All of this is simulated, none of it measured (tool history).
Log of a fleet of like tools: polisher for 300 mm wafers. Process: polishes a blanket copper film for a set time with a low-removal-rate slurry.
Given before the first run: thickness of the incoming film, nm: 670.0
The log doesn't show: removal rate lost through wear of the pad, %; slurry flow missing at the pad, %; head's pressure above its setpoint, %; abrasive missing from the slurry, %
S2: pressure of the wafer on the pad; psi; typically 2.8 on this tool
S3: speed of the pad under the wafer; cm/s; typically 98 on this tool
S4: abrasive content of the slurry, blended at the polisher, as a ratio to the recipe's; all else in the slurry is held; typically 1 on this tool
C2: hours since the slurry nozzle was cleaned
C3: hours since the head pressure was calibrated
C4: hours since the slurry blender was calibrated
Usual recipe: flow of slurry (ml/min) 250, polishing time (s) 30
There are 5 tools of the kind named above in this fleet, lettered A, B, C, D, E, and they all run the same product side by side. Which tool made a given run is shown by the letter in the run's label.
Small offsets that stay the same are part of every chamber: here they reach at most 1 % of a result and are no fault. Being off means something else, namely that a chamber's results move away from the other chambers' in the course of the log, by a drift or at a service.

-- hour=5.1 chamber D: worn pad replaced by a new one
-- hour=5.1 chamber E: worn pad replaced by a new one
run 1C hour=9.7 | flow_of_slurry_(ml/min)=250 S2=2.8 S3=98 S4=1 polishing_time_(s)=30 | wafers_polished_on_this_pad=762 C2=399.2 C3=308 C4=75.9 | film_removed_(Å)=890.83
-- hour=12.7 chamber B: worn pad replaced by a new one
run 2D hour=16.5 | flow_of_slurry_(ml/min)=250 S2=2.8 S3=98 S4=1 polishing_time_(s)=30 | wafers_polished_on_this_pad=113 C2=83.8 C3=846.5 C4=311.6 | film_removed_(Å)=882.01
-- hour=16.6 chamber E: slurry blender recalibrated
-- hour=24.1 chamber B: slurry blender recalibrated
run 3A hour=28.2 | flow_of_slurry_(ml/min)=250 S2=2.8 S3=98 S4=1 polishing_time_(s)=30 | wafers_polished_on_this_pad=296 C2=877.9 C3=875.1 C4=440.4 | film_removed_(Å)=878.87
-- hour=31 chamber A: slurry blender recalibrated
run 4E hour=34.4 | flow_of_slurry_(ml/min)=250 S2=2.8 S3=98 S4=1 polishing_time_(s)=30 | wafers_polished_on_this_pad=288 C2=592.9 C3=572.1 C4=17.8 | film_removed_(Å)=886.66
run 5B hour=43.9 | flow_of_slurry_(ml/min)=250 S2=2.8 S3=98 S4=1 polishing_time_(s)=30 | wafers_polished_on_this_pad=307 C2=578.7 C3=480.6 C4=19.9 | film_removed_(Å)=877.9
run 6A hour=51.8 | flow_of_slurry_(ml/min)=250 S2=2.8 S3=98 S4=1 polishing_time_(s)=30 | wafers_polished_on_this_pad=529 C2=901.5 C3=898.7 C4=20.8 | film_removed_(Å)=874.04
run 7E hour=57.9 | flow_of_slurry_(ml/min)=250 S2=2.8 S3=98 S4=1 polishing_time_(s)=30 | wafers_polished_on_this_pad=520 C2=616.4 C3=595.6 C4=41.3 | film_removed_(Å)=875.41
-- hour=59.8 chamber C: worn pad replaced by a new one
-- hour=65.6 chamber D: slurry blender recalibrated
-- hour=66.5 chamber A: worn pad replaced by a new one
run 8B hour=66.6 | flow_of_slurry_(ml/min)=250 S2=2.8 S3=98 S4=1 polishing_time_(s)=30 | wafers_polished_on_this_pad=531 C2=601.4 C3=503.3 C4=42.6 | film_removed_(Å)=868.11
-- hour=69.4 chamber D: worn pad replaced by a new one
-- hour=70.8 chamber B: worn pad replaced by a new one
run 9D hour=72.3 | flow_of_slurry_(ml/min)=250 S2=2.8 S3=98 S4=1 polishing_time_(s)=30 | wafers_polished_on_this_pad=29 C2=139.6 C3=902.3 C4=6.7 | film_removed_(Å)=898.41
run 10C hour=79 | flow_of_slurry_(ml/min)=250 S2=2.8 S3=98 S4=1 polishing_time_(s)=30 | wafers_polished_on_this_pad=189 C2=468.5 C3=377.3 C4=145.2 | film_removed_(Å)=893.92
-- hour=87.4 chamber A: slurry nozzle cleaned
run 11D hour=88.1 | flow_of_slurry_(ml/min)=250 S2=2.8 S3=98 S4=1 polishing_time_(s)=30 | wafers_polished_on_this_pad=185 C2=155.4 C3=918.1 C4=22.5 | film_removed_(Å)=878.01
run 12C hour=99.6 | flow_of_slurry_(ml/min)=250 S2=2.8 S3=98 S4=1 polishing_time_(s)=30 | wafers_polished_on_this_pad=392 C2=489.1 C3=397.9 C4=165.8 | film_removed_(Å)=885.57
run 13B hour=109 | flow_of_slurry_(ml/min)=250 S2=2.8 S3=98 S4=1 polishing_time_(s)=30 | wafers_polished_on_this_pad=377 C2=643.8 C3=545.7 C4=85 | film_removed_(Å)=886.4
run 14A hour=118.9 | flow_of_slurry_(ml/min)=250 S2=2.8 S3=98 S4=1 polishing_time_(s)=30 | wafers_polished_on_this_pad=516 C2=31.6 C3=965.8 C4=87.9 | film_removed_(Å)=882.57
-- hour=120.9 chamber B: worn pad replaced by a new one
run 15E hour=127.9 | flow_of_slurry_(ml/min)=250 S2=2.8 S3=98 S4=1 polishing_time_(s)=30 | wafers_polished_on_this_pad=1209 C2=686.4 C3=665.6 C4=111.3 | film_removed_(Å)=884.34
-- hour=133.6 chamber A: worn pad replaced by a new one
run 16A hour=134.1 | flow_of_slurry_(ml/min)=250 S2=2.8 S3=98 S4=1 polishing_time_(s)=30 | wafers_polished_on_this_pad=5 C2=46.8 C3=981 C4=103.1 | film_removed_(Å)=877.19
-- hour=134.6 chamber D: worn pad replaced by a new one
-- hour=137.7 chamber D: slurry nozzle cleaned
-- hour=140 chamber E: worn pad replaced by a new one
run 17B hour=140 | flow_of_slurry_(ml/min)=250 S2=2.8 S3=98 S4=1 polishing_time_(s)=30 | wafers_polished_on_this_pad=188 C2=674.8 C3=576.7 C4=116 | film_removed_(Å)=877.34
run 18C hour=148.2 | flow_of_slurry_(ml/min)=250 S2=2.8 S3=98 S4=1 polishing_time_(s)=30 | wafers_polished_on_this_pad=871 C2=537.7 C3=446.5 C4=214.4 | film_removed_(Å)=881.59
-- hour=152.6 chamber E: head pressure recalibrated
-- hour=153.2 chamber A: head pressure recalibrated
run 19D hour=156.6 | flow_of_slurry_(ml/min)=250 S2=2.8 S3=98 S4=1 polishing_time_(s)=30 | wafers_polished_on_this_pad=217 C2=18.9 C3=986.6 C4=91 | film_removed_(Å)=900.57
-- hour=156.7 chamber C: slurry blender recalibrated
run 20E hour=165.3 | flow_of_slurry_(ml/min)=250 S2=2.8 S3=98 S4=1 polishing_time_(s)=30 | wafers_polished_on_this_pad=249 C2=723.8 C3=12.8 C4=148.7 | film_removed_(Å)=869.97
-- hour=172.4 chamber E: slurry blender recalibrated
-- hour=175.9 chamber C: worn pad replaced by a new one
run 21A hour=175.9 | flow_of_slurry_(ml/min)=250 S2=2.8 S3=98 S4=1 polishing_time_(s)=30 | wafers_polished_on_this_pad=416 C2=88.6 C3=22.7 C4=144.9 | film_removed_(Å)=877.54
-- hour=176.9 chamber B: worn pad replaced by a new one
run 22E hour=186.2 | flow_of_slurry_(ml/min)=250 S2=2.8 S3=98 S4=1 polishing_time_(s)=30 | wafers_polished_on_this_pad=455 C2=744.7 C3=33.7 C4=13.9 | film_removed_(Å)=892.99
run 23B hour=191.6 | flow_of_slurry_(ml/min)=250 S2=2.8 S3=98 S4=1 polishing_time_(s)=30 | wafers_polished_on_this_pad=145 C2=726.4 C3=628.3 C4=167.6 | film_removed_(Å)=882.42
-- hour=194.3 chamber A: worn pad replaced by a new one
-- hour=195.3 chamber D: worn pad replaced by a new one
run 24C hour=199.7 | flow_of_slurry_(ml/min)=250 S2=2.8 S3=98 S4=1 polishing_time_(s)=30 | wafers_polished_on_this_pad=234 C2=589.2 C3=498 C4=43 | film_removed_(Å)=889.74
run 25D hour=207.7 | flow_of_slurry_(ml/min)=295 S2=2.8 S3=88 S4=1 polishing_time_(s)=30 | wafers_polished_on_this_pad=122 C2=70 C3=1037.7 C4=142.1 | film_removed_(Å)=803.7
run 26B hour=214 | flow_of_slurry_(ml/min)=295 S2=2.8 S3=88 S4=1 polishing_time_(s)=30 | wafers_polished_on_this_pad=366 C2=748.8 C3=650.7 C4=190 | film_removed_(Å)=811.72
run 27C hour=222.3 | flow_of_slurry_(ml/min)=295 S2=2.8 S3=88 S4=1 polishing_time_(s)=30 | wafers_polished_on_this_pad=457 C2=611.8 C3=520.6 C4=65.6 | film_removed_(Å)=803.65
run 28D hour=231.1 | flow_of_slurry_(ml/min)=295 S2=2.8 S3=88 S4=1 polishing_time_(s)=30 | wafers_polished_on_this_pad=352 C2=93.4 C3=1061.1 C4=165.5 | film_removed_(Å)=814.15
-- hour=232.8 chamber B: worn pad replaced by a new one
run 29A hour=239.4 | flow_of_slurry_(ml/min)=295 S2=2.8 S3=88 S4=1 polishing_time_(s)=30 | wafers_polished_on_this_pad=445 C2=152.1 C3=86.2 C4=208.4 | film_removed_(Å)=795.13
-- hour=247.3 chamber E: worn pad replaced by a new one
run 30E hour=247.5 | flow_of_slurry_(ml/min)=250 S2=2.8 S3=76 S4=1.15 polishing_time_(s)=30 | wafers_polished_on_this_pad=1 C2=806 C3=95 C4=75.2 | film_removed_(Å)=705.22
run 31E hour=254.1 | flow_of_slurry_(ml/min)=250 S2=2.8 S3=76 S4=1.15 polishing_time_(s)=30 | wafers_polished_on_this_pad=67 C2=812.6 C3=101.6 C4=81.8 | film_removed_(Å)=719.17
-- hour=257.7 chamber D: worn pad replaced by a new one
run 32D hour=261.5 | flow_of_slurry_(ml/min)=250 S2=2.8 S3=76 S4=1.15 polishing_time_(s)=30 | wafers_polished_on_this_pad=38 C2=123.8 C3=1091.5 C4=195.9 | film_removed_(Å)=709.23
run 33B hour=267.9 | flow_of_slurry_(ml/min)=250 S2=2.8 S3=76 S4=1.15 polishing_time_(s)=30 | wafers_polished_on_this_pad=346 C2=802.7 C3=704.6 C4=243.9 | film_removed_(Å)=693.05
run 34C hour=276.1 | flow_of_slurry_(ml/min)=250 S2=2.8 S3=76 S4=1.15 polishing_time_(s)=30 | wafers_polished_on_this_pad=987 C2=665.6 C3=574.4 C4=119.4 | film_removed_(Å)=710.7

Predict what each chamber gives when all 5 of them run the settings below next.
run 35A hour=285.1 | flow_of_slurry_(ml/min)=250 S2=2.8 S3=84 S4=1 polishing_time_(s)=30 | film_removed_(Å)=?
run 35B hour=285.1 | flow_of_slurry_(ml/min)=250 S2=2.8 S3=84 S4=1 polishing_time_(s)=30 | film_removed_(Å)=?
run 35C hour=285.1 | flow_of_slurry_(ml/min)=250 S2=2.8 S3=84 S4=1 polishing_time_(s)=30 | film_removed_(Å)=?
run 35D hour=285.1 | flow_of_slurry_(ml/min)=250 S2=2.8 S3=84 S4=1 polishing_time_(s)=30 | film_removed_(Å)=?
run 35E hour=285.1 | flow_of_slurry_(ml/min)=250 S2=2.8 S3=84 S4=1 polishing_time_(s)=30 | film_removed_(Å)=?

run=35A film_removed_(Å)=743.6
run=35B film_removed_(Å)=734.51
run=35C film_removed_(Å)=755.18
run=35D film_removed_(Å)=755.37
run=35E film_removed_(Å)=755.4

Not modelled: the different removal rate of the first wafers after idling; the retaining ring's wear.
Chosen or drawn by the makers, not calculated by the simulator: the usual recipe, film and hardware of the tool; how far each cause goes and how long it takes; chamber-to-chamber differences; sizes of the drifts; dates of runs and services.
